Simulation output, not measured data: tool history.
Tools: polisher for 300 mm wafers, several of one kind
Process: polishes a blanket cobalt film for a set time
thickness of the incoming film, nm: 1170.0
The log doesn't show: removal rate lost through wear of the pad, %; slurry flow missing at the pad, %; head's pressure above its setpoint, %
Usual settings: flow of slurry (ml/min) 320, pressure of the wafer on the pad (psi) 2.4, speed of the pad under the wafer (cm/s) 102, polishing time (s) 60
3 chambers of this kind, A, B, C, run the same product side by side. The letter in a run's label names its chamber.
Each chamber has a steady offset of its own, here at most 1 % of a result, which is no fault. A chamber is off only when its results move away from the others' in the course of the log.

run   hour  flow of slurry (ml/min)  pressure of the wafer on the pad (psi)  speed of the pad under the wafer (cm/s)  polishing time (s)  wafers polished on this pad  hours since the slurry nozzle was cleaned  hours since the head pressure was calibrated  film removed (Å)
       4.3  -- chamber A: slurry nozzle cleaned
 1C      8                      320                                     2.4                                      102                  60                          479                                       30.9                                         763.3            3433.7
        15  -- chamber C: worn pad replaced by a new one
 2A   17.1                      320                                     2.4                                      102                  60                          536                                       12.8                                         617.6            3584.4
      20.1  -- chamber A: worn pad replaced by a new one
      21.6  -- chamber C: head pressure recalibrated
 3B   25.5                      320                                     2.4                                      102                  60                          759                                      609.4                                          34.6            3489.4
 4C   31.2                      320                                     2.4                                      102                  60                          195                                       54.1                                           9.7            3495.2
 5A   39.1                      320                                     2.4                                      102                  60                          227                                       34.8                                         639.6            3651.3
 6B   49.1                      320                                     2.4                                      102                  60                         1042                                        633                                          58.2            3508.8
 7C   54.1                      320                                     1.9                                      102                  60                          469                                         77                                          32.6            2863.8
      56.9  -- chamber B: worn pad replaced by a new one
 8A   59.8                      320                                     1.9                                      102                  60                          475                                       55.5                                         660.3            2804.8
      64.1  -- chamber C: worn pad replaced by a new one
 9B   64.4                      320                                     1.9                                      102                  60                           91                                      648.3                                          73.5              2791
      71.4  -- chamber A: worn pad replaced by a new one
10A   71.5                      320                                     2.4                                      102                  60                            2                                       67.2                                           672            3662.7
11C   78.9                      320                                     2.4                                      102                  60                          177                                      101.8                                          57.4            3608.6
12B   84.1                      320                                     2.4                                      102                  60                          327                                        668                                          93.2            3553.5
13A     91                      240                                     2.4                                       74                  60                          236                                       86.7                                         691.5            2444.9
14B   97.9                      240                                     2.4                                       74                  60                          492                                      681.8                                           107            2467.3
15C  102.7                      240                                     2.4                                       74                  60                          463                                      125.6                                          81.2            2527.1
     108.4  -- chamber B: slurry nozzle cleaned
16A  110.5                      320                                     2.4                                      102                  60                          469                                      106.2                                           711            3557.2
     114.7  -- chamber C: worn pad replaced by a new one
17C  117.5                      320                                     2.4                                      102                  60                           33                                      140.4                                            96            3526.3
     120.9  -- chamber A: worn pad replaced by a new one
18B  125.5                      400                                     2.4                                      102                  60                          823                                       17.2                                         134.6            3566.1
19B    135                      400                                     2.4                                      102                  60                          937                                       26.7                                         144.1            3525.3
     138.4  -- chamber B: worn pad replaced by a new one
20A  140.8                      400                                     2.4                                      102                  60                          238                                      136.5                                         741.3              3601
21C  148.8                      320                                     2.4                                      102                  60                          408                                      171.7                                         127.3              3584
22C  155.9                      320                                     2.4                                      102                  60                          494                                      178.8                                         134.4              3485
23B  160.8                      320                                     2.4                                      102                  60                          269                                       52.5                                         169.9            3600.5
     163.3  -- chamber C: worn pad replaced by a new one
24A  168.2                      320                                     2.4                                      102                  60                          567                                      163.9                                         768.7            3476.4
     172.5  -- chamber A: worn pad replaced by a new one
25A  173.5                      320                                     2.4                                      102                  60                           12                                      169.2                                           774            3599.1
26C  179.8                      320                                     2.4                                      102                  60                          198                                      202.7                                         158.3            3425.2
27B  189.2                      320                                     2.4                                      102                  60                          609                                       80.9                                         198.3              3498
28A  195.2                      320                                     2.4                                      102                  60                          272                                      190.9                                         795.7            3562.4
     201.5  -- chamber C: slurry nozzle cleaned
29C  202.9                      320                                     2.4                                      102                  60                          475                                        1.4                                         181.4              3516
30B  212.9                      320                                     2.4                                       88                  60                          893                                      104.6                                           222            3062.7
     216.2  -- chamber A: worn pad replaced by a new one
31C  217.8                      320                                     2.4                                       88                  60                          654                                       16.3                                         196.3            3039.6
     218.2  -- chamber C: worn pad replaced by a new one
32B  224.8                      320                                     2.4                                       88                  60                         1036                                      116.5                                         233.9            3042.6
     226.4  -- chamber B: worn pad replaced by a new one
33A  231.1                      320                                     1.9                                      102                  76                          179                                      226.8                                         831.6            3620.2
34B  241.3                      320                                     1.9                                      102                  76                          178                                        133                                         250.4            3585.5
35C  248.4                      320                                     1.9                                      102                  76                          362                                       46.9                                         226.9            3589.9

All 3 chambers run these settings next. Forecast each chamber's results:
36A  255.8                      320                                     2.4                                      102                  60                                                                                                                                       ?
36B  255.8                      320                                     2.4                                      102                  60                                                                                                                                       ?
36C  255.8                      320                                     2.4                                      102                  60                                                                                                                                       ?

run  film removed (Å)
36A            3508.4
36B            3538.8
36C            3530.1
